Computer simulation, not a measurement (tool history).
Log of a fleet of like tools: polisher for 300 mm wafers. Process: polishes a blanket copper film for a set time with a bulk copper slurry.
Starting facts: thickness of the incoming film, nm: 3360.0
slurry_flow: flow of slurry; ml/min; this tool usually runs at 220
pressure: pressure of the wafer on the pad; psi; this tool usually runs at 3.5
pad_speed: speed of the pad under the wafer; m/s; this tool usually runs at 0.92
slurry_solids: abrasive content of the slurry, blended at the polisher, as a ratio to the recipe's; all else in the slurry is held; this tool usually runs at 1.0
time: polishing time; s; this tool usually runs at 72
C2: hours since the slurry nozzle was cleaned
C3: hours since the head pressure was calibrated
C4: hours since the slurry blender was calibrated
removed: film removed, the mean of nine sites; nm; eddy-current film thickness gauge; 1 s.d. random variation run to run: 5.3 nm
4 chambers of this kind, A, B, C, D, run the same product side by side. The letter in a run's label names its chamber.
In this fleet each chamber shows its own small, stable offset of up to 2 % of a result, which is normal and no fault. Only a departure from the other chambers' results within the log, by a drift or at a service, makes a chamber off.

run 1A day=0.196 | slurry_flow=220 pressure=3.5 pad_speed=0.92 slurry_solids=1.0 time=72 | wafers_polished_on_this_pad=1527 C2=523.2 C3=62.1 C4=65.4 | removed=678.63
-- day=0.229 chamber A: worn pad replaced by a new one
-- day=0.504 chamber B: worn pad replaced by a new one
run 2B day=0.579 | slurry_flow=220 pressure=3.5 pad_speed=0.92 slurry_solids=1.0 time=72 | wafers_polished_on_this_pad=19 C2=364.4 C3=347.6 C4=81.7 | removed=666.72
-- day=0.600 chamber C: slurry blender recalibrated
run 3D day=0.775 | slurry_flow=220 pressure=3.5 pad_speed=0.92 slurry_solids=1.0 time=72 | wafers_polished_on_this_pad=228 C2=167.7 C3=172.7 C4=79.9 | removed=671.94
-- day=1.017 chamber C: worn pad replaced by a new one
run 4C day=1.071 | slurry_flow=220 pressure=3.5 pad_speed=0.92 slurry_solids=1.0 time=72 | wafers_polished_on_this_pad=14 C2=281.2 C3=934.2 C4=11.3 | removed=656.30
run 5C day=1.296 | slurry_flow=220 pressure=3.5 pad_speed=0.92 slurry_solids=1.0 time=72 | wafers_polished_on_this_pad=73 C2=286.6 C3=939.6 C4=16.7 | removed=656.70
run 6A day=1.646 | slurry_flow=220 pressure=3.5 pad_speed=0.92 slurry_solids=1.0 time=72 | wafers_polished_on_this_pad=368 C2=558.0 C3=96.9 C4=100.2 | removed=672.06
-- day=1.746 chamber A: slurry blender recalibrated
run 7D day=1.946 | slurry_flow=220 pressure=3.5 pad_speed=0.92 slurry_solids=1.0 time=72 | wafers_polished_on_this_pad=532 C2=195.8 C3=200.8 C4=108.0 | removed=668.17
run 8B day=2.308 | slurry_flow=220 pressure=3.5 pad_speed=0.92 slurry_solids=1.0 time=72 | wafers_polished_on_this_pad=468 C2=405.9 C3=389.1 C4=123.2 | removed=668.25
run 9A day=2.488 | slurry_flow=255 pressure=3.5 pad_speed=0.92 slurry_solids=0.7 time=72 | wafers_polished_on_this_pad=587 C2=578.2 C3=117.1 C4=17.8 | removed=633.55
run 10C day=2.771 | slurry_flow=255 pressure=3.5 pad_speed=0.92 slurry_solids=0.7 time=72 | wafers_polished_on_this_pad=456 C2=322.0 C3=975.0 C4=52.1 | removed=620.00
run 11D day=3.129 | slurry_flow=255 pressure=3.5 pad_speed=0.92 slurry_solids=0.7 time=72 | wafers_polished_on_this_pad=840 C2=224.2 C3=229.2 C4=136.4 | removed=635.93
-- day=3.200 chamber B: worn pad replaced by a new one
run 12B day=3.317 | slurry_flow=255 pressure=3.5 pad_speed=0.92 slurry_solids=0.7 time=72 | wafers_polished_on_this_pad=31 C2=430.1 C3=413.3 C4=147.4 | removed=622.87
run 13B day=3.667 | slurry_flow=220 pressure=3.5 pad_speed=0.92 slurry_solids=1.0 time=72 | wafers_polished_on_this_pad=121 C2=438.5 C3=421.7 C4=155.8 | removed=660.51
-- day=3.921 chamber A: slurry nozzle cleaned
run 14A day=3.950 | slurry_flow=220 pressure=3.5 pad_speed=0.92 slurry_solids=1.0 time=72 | wafers_polished_on_this_pad=967 C2=0.7 C3=152.2 C4=52.9 | removed=674.54
run 15C day=4.221 | slurry_flow=220 pressure=3.5 pad_speed=0.92 slurry_solids=1.0 time=72 | wafers_polished_on_this_pad=832 C2=356.8 C3=1009.8 C4=86.9 | removed=653.11
run 16D day=4.525 | slurry_flow=220 pressure=3.5 pad_speed=0.92 slurry_solids=1.0 time=72 | wafers_polished_on_this_pad=1202 C2=257.7 C3=262.7 C4=169.9 | removed=675.21
-- day=4.583 chamber D: worn pad replaced by a new one
run 17D day=4.850 | slurry_flow=220 pressure=3.5 pad_speed=0.92 slurry_solids=1.0 time=72 | wafers_polished_on_this_pad=70 C2=265.5 C3=270.5 C4=177.7 | removed=677.43
run 18A day=5.192 | slurry_flow=220 pressure=3.5 pad_speed=0.92 slurry_solids=1.0 time=72 | wafers_polished_on_this_pad=1289 C2=30.5 C3=182.0 C4=82.7 | removed=681.84
-- day=5.304 chamber C: slurry blender recalibrated
-- day=5.354 chamber C: slurry nozzle cleaned
run 19B day=5.492 | slurry_flow=220 pressure=3.5 pad_speed=0.92 slurry_solids=1.0 time=72 | wafers_polished_on_this_pad=595 C2=482.3 C3=465.5 C4=199.6 | removed=664.59
run 20C day=5.817 | slurry_flow=220 pressure=3.5 pad_speed=0.92 slurry_solids=1.0 time=72 | wafers_polished_on_this_pad=1246 C2=11.1 C3=1048.1 C4=12.3 | removed=650.54
-- day=5.988 chamber A: slurry blender recalibrated
-- day=6.029 chamber D: slurry nozzle cleaned
-- day=6.104 chamber B: worn pad replaced by a new one
run 21D day=6.158 | slurry_flow=220 pressure=3.5 pad_speed=0.92 slurry_solids=1.0 time=72 | wafers_polished_on_this_pad=409 C2=3.2 C3=301.9 C4=209.1 | removed=668.25
-- day=6.346 chamber C: worn pad replaced by a new one
-- day=6.388 chamber A: worn pad replaced by a new one
run 22A day=6.412 | slurry_flow=220 pressure=3.5 pad_speed=0.92 slurry_solids=1.0 time=72 | wafers_polished_on_this_pad=7 C2=59.8 C3=211.3 C4=10.3 | removed=670.01
run 23B day=6.742 | slurry_flow=220 pressure=3.5 pad_speed=0.92 slurry_solids=1.0 time=72 | wafers_polished_on_this_pad=165 C2=512.3 C3=495.5 C4=229.6 | removed=653.62
run 24C day=7.046 | slurry_flow=220 pressure=3.5 pad_speed=0.92 slurry_solids=1.0 time=72 | wafers_polished_on_this_pad=182 C2=40.6 C3=1077.6 C4=41.8 | removed=662.16
run 25C day=7.317 | slurry_flow=220 pressure=3.5 pad_speed=0.92 slurry_solids=1.0 time=72 | wafers_polished_on_this_pad=253 C2=47.1 C3=1084.1 C4=48.3 | removed=653.05
run 26A day=7.671 | slurry_flow=220 pressure=3.5 pad_speed=0.92 slurry_solids=1.0 time=72 | wafers_polished_on_this_pad=334 C2=90.0 C3=241.5 C4=40.5 | removed=675.21
-- day=7.729 chamber D: slurry blender recalibrated
run 27D day=7.946 | slurry_flow=270 pressure=4.1 pad_speed=0.92 slurry_solids=1.0 time=72 | wafers_polished_on_this_pad=874 C2=46.1 C3=344.8 C4=5.2 | removed=809.57
-- day=8.238 chamber B: slurry blender recalibrated
run 28B day=8.296 | slurry_flow=270 pressure=4.1 pad_speed=0.92 slurry_solids=1.0 time=72 | wafers_polished_on_this_pad=569 C2=549.6 C3=532.8 C4=1.5 | removed=782.08
run 29D day=8.604 | slurry_flow=270 pressure=4.1 pad_speed=0.92 slurry_solids=1.0 time=72 | wafers_polished_on_this_pad=1045 C2=61.9 C3=360.6 C4=21.0 | removed=812.13
-- day=8.762 chamber D: head pressure recalibrated
run 30B day=8.896 | slurry_flow=270 pressure=4.1 pad_speed=0.92 slurry_solids=1.0 time=72 | wafers_polished_on_this_pad=725 C2=564.0 C3=547.2 C4=15.9 | removed=774.45
-- day=9.158 chamber B: worn pad replaced by a new one
-- day=9.162 chamber D: worn pad replaced by a new one
run 31A day=9.308 | slurry_flow=220 pressure=3.5 pad_speed=0.92 slurry_solids=1.0 time=72 | wafers_polished_on_this_pad=759 C2=129.3 C3=280.8 C4=79.8 | removed=675.15
-- day=9.358 chamber C: slurry blender recalibrated
run 32C day=9.512 | slurry_flow=220 pressure=3.5 pad_speed=0.92 slurry_solids=1.0 time=72 | wafers_polished_on_this_pad=823 C2=99.8 C3=1136.8 C4=3.7 | removed=650.64
run 33A day=9.804 | slurry_flow=220 pressure=3.5 pad_speed=0.92 slurry_solids=1.0 time=72 | wafers_polished_on_this_pad=888 C2=141.2 C3=292.7 C4=91.7 | removed=670.28
run 34D day=10.175 | slurry_flow=220 pressure=3.5 pad_speed=0.92 slurry_solids=1.0 time=72 | wafers_polished_on_this_pad=263 C2=99.6 C3=33.9 C4=58.7 | removed=670.53
run 35B day=10.442 | slurry_flow=220 pressure=3.5 pad_speed=0.92 slurry_solids=1.0 time=72 | wafers_polished_on_this_pad=333 C2=601.1 C3=584.3 C4=53.0 | removed=644.68
-- day=10.692 chamber A: slurry blender recalibrated
run 36C day=10.692 | slurry_flow=220 pressure=3.5 pad_speed=0.92 slurry_solids=1.0 time=72 | wafers_polished_on_this_pad=1129 C2=128.1 C3=1165.1 C4=32.0 | removed=655.34
run 37B day=11.096 | slurry_flow=220 pressure=3.5 pad_speed=0.92 slurry_solids=1.0 time=72 | wafers_polished_on_this_pad=503 C2=616.8 C3=600.0 C4=68.7 | removed=634.38
run 38D day=11.333 | slurry_flow=220 pressure=3.5 pad_speed=0.92 slurry_solids=1.0 time=72 | wafers_polished_on_this_pad=564 C2=127.4 C3=61.7 C4=86.5 | removed=665.43
-- day=11.371 chamber A: worn pad replaced by a new one
-- day=11.554 chamber C: worn pad replaced by a new one
run 39A day=11.746 | slurry_flow=220 pressure=3.5 pad_speed=0.92 slurry_solids=1.0 time=72 | wafers_polished_on_this_pad=97 C2=187.8 C3=339.3 C4=25.4 | removed=665.24
run 40C day=12.067 | slurry_flow=220 pressure=3.5 pad_speed=0.92 slurry_solids=1.0 time=72 | wafers_polished_on_this_pad=134 C2=161.1 C3=1198.1 C4=65.0 | removed=653.82
run 41C day=12.312 | slurry_flow=220 pressure=3.5 pad_speed=0.92 slurry_solids=1.0 time=72 | wafers_polished_on_this_pad=197 C2=167.0 C3=1204.0 C4=70.9 | removed=653.02
run 42A day=12.583 | slurry_flow=220 pressure=3.5 pad_speed=0.92 slurry_solids=1.0 time=72 | wafers_polished_on_this_pad=315 C2=207.9 C3=359.4 C4=45.5 | removed=683.03
run 43D day=12.946 | slurry_flow=220 pressure=3.5 pad_speed=0.92 slurry_solids=1.0 time=72 | wafers_polished_on_this_pad=982 C2=166.1 C3=100.4 C4=125.2 | removed=670.57

Is one chamber off against the others, does the gauge drift, or is nothing wrong? If a chamber is off, say which, and what the likeliest cause is.

It is chamber B that slowly wanders off from its peers.
What lies behind it: slurry flow missing at the pad, % = 34.3.
The log may not tell that from: head's pressure below its setpoint, %.

Below are 4 candidate recipes for chamber B's next run, each the usual settings with a change, their results shown as question marks. Which of them brings B's results back in line with what the other chambers give on the usual settings?
A result is in line if it is within this distance of the other chambers' mean on the usual settings: removed 18.00 nm
run 44B-1 day=13.246 | slurry_flow=220 pressure=3.4 pad_speed=0.88 slurry_solids=1.0 time=69 | removed=?
run 44B-2 day=13.246 | slurry_flow=220 pressure=3.6 pad_speed=0.96 slurry_solids=1.0 time=75 | removed=?
run 44B-3 day=13.246 | slurry_flow=220 pressure=3.6 pad_speed=0.94 slurry_solids=1.0 time=74 | removed=?
run 44B-4 day=13.246 | slurry_flow=215 pressure=3.5 pad_speed=0.86 slurry_solids=1.0 time=72 | removed=?

Average result of the remaining chambers running the usual settings: removed 666.30 nm
run=44B-1 removed=551.20
run=44B-2 removed=691.27
run=44B-3 removed=667.88
run=44B-4 removed=576.01
Change 44B-3 lands the chamber within the allowed miss of the other chambers.
